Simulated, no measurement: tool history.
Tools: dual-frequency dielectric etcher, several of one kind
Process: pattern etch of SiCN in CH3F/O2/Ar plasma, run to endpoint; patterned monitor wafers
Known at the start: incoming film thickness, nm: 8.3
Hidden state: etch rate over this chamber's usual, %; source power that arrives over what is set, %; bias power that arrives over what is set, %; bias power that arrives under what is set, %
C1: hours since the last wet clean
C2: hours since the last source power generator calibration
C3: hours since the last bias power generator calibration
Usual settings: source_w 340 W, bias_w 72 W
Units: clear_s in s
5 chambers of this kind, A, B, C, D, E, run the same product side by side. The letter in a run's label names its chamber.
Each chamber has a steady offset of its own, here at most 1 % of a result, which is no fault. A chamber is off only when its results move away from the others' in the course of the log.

run 1B hour=3.9 | source_w=340 bias_w=72 | C1=448.7 C2=269.2 C3=1095.6 | clear_s=23.474
run 2C hour=7.1 | source_w=340 bias_w=72 | C1=37.3 C2=221.6 C3=1251.9 | clear_s=23.232
run 3E hour=10.1 | source_w=340 bias_w=72 | C1=269.8 C2=42.3 C3=169.7 | clear_s=23.235
run 4A hour=13.9 | source_w=340 bias_w=72 | C1=442.4 C2=2204.9 C3=574.8 | clear_s=23.233
run 5D hour=19.0 | source_w=340 bias_w=72 | C1=48.3 C2=3684.3 C3=2299.9 | clear_s=23.617
run 6C hour=23.2 | source_w=340 bias_w=72 | C1=53.4 C2=237.7 C3=1268.0 | clear_s=22.939
run 7B hour=26.7 | source_w=410 bias_w=89 | C1=471.5 C2=292.0 C3=1118.4 | clear_s=20.297
run 8E hour=29.2 | source_w=410 bias_w=89 | C1=288.9 C2=61.4 C3=188.8 | clear_s=20.115
run 9D hour=32.8 | source_w=410 bias_w=89 | C1=62.1 C2=3698.1 C3=2313.7 | clear_s=20.363
run 10A hour=35.3 | source_w=410 bias_w=89 | C1=463.8 C2=2226.3 C3=596.2 | clear_s=20.223
run 11B hour=38.5 | source_w=410 bias_w=89 | C1=483.3 C2=303.8 C3=1130.2 | clear_s=20.253
run 12E hour=42.1 | source_w=340 bias_w=72 | C1=301.8 C2=74.3 C3=201.7 | clear_s=23.217
run 13D hour=46.4 | source_w=340 bias_w=72 | C1=75.7 C2=3711.7 C3=2327.3 | clear_s=23.421
run 14C hour=48.9 | source_w=340 bias_w=72 | C1=79.1 C2=263.4 C3=1293.7 | clear_s=23.818
run 15A hour=52.9 | source_w=340 bias_w=72 | C1=481.4 C2=2243.9 C3=613.8 | clear_s=23.145
run 16B hour=55.9 | source_w=310 bias_w=57 | C1=500.7 C2=321.2 C3=1147.6 | clear_s=26.232
run 17E hour=59.0 | source_w=310 bias_w=57 | C1=318.7 C2=91.2 C3=218.6 | clear_s=26.235
run 18D hour=62.6 | source_w=310 bias_w=57 | C1=91.9 C2=3727.9 C3=2343.5 | clear_s=26.274
run 19A hour=65.0 | source_w=310 bias_w=57 | C1=493.5 C2=2256.0 C3=625.9 | clear_s=26.366
run 20C hour=69.9 | source_w=310 bias_w=57 | C1=100.1 C2=284.4 C3=1314.7 | clear_s=26.255
run 21E hour=73.1 | source_w=390 bias_w=56 | C1=332.8 C2=105.3 C3=232.7 | clear_s=24.190
run 22A hour=76.6 | source_w=390 bias_w=56 | C1=505.1 C2=2267.6 C3=637.5 | clear_s=24.574
run 23B hour=81.7 | source_w=390 bias_w=56 | C1=526.5 C2=347.0 C3=1173.4 | clear_s=24.037
run 24D hour=86.2 | source_w=390 bias_w=56 | C1=115.5 C2=3751.5 C3=2367.1 | clear_s=24.097
run 25C hour=89.2 | source_w=390 bias_w=56 | C1=119.4 C2=303.7 C3=1334.0 | clear_s=24.222
-- hour=90.2 chamber A: wet clean of the chamber
run 26A hour=93.9 | source_w=340 bias_w=72 | C1=3.7 C2=2284.9 C3=654.8 | clear_s=23.360
run 27E hour=97.4 | source_w=340 bias_w=72 | C1=357.1 C2=129.6 C3=257.0 | clear_s=23.027
run 28B hour=100.4 | source_w=340 bias_w=72 | C1=545.2 C2=365.7 C3=1192.1 | clear_s=23.640
run 29D hour=102.6 | source_w=340 bias_w=72 | C1=131.9 C2=3767.9 C3=2383.5 | clear_s=23.174
run 30C hour=105.2 | source_w=340 bias_w=72 | C1=135.4 C2=319.7 C3=1350.0 | clear_s=23.358
-- hour=108.3 chamber D: bias power generator calibrated
run 31B hour=108.5 | source_w=340 bias_w=72 | C1=553.3 C2=373.8 C3=1200.2 | clear_s=23.670
-- hour=110.5 chamber D: source power generator calibrated
run 32D hour=112.3 | source_w=340 bias_w=72 | C1=141.6 C2=1.8 C3=4.1 | clear_s=23.519
run 33E hour=114.9 | source_w=340 bias_w=72 | C1=374.6 C2=147.1 C3=274.5 | clear_s=23.129
run 34A hour=120.0 | source_w=340 bias_w=72 | C1=29.8 C2=2311.0 C3=680.9 | clear_s=23.547
run 35C hour=123.5 | source_w=340 bias_w=72 | C1=153.7 C2=338.0 C3=1368.3 | clear_s=23.256
run 36B hour=127.8 | source_w=340 bias_w=72 | C1=572.6 C2=393.1 C3=1219.5 | clear_s=23.337
run 37D hour=132.4 | source_w=340 bias_w=72 | C1=161.7 C2=21.9 C3=24.2 | clear_s=23.521
run 38A hour=136.5 | source_w=340 bias_w=72 | C1=46.3 C2=2327.5 C3=697.4 | clear_s=23.399
run 39C hour=141.0 | source_w=340 bias_w=72 | C1=171.2 C2=355.5 C3=1385.8 | clear_s=23.232

Is one chamber off against the others, does the gauge drift, or is nothing wrong? If a chamber is off, say which, and what the likeliest cause is.

No chamber stands off beyond its own small offset, and the gauge holds steady.
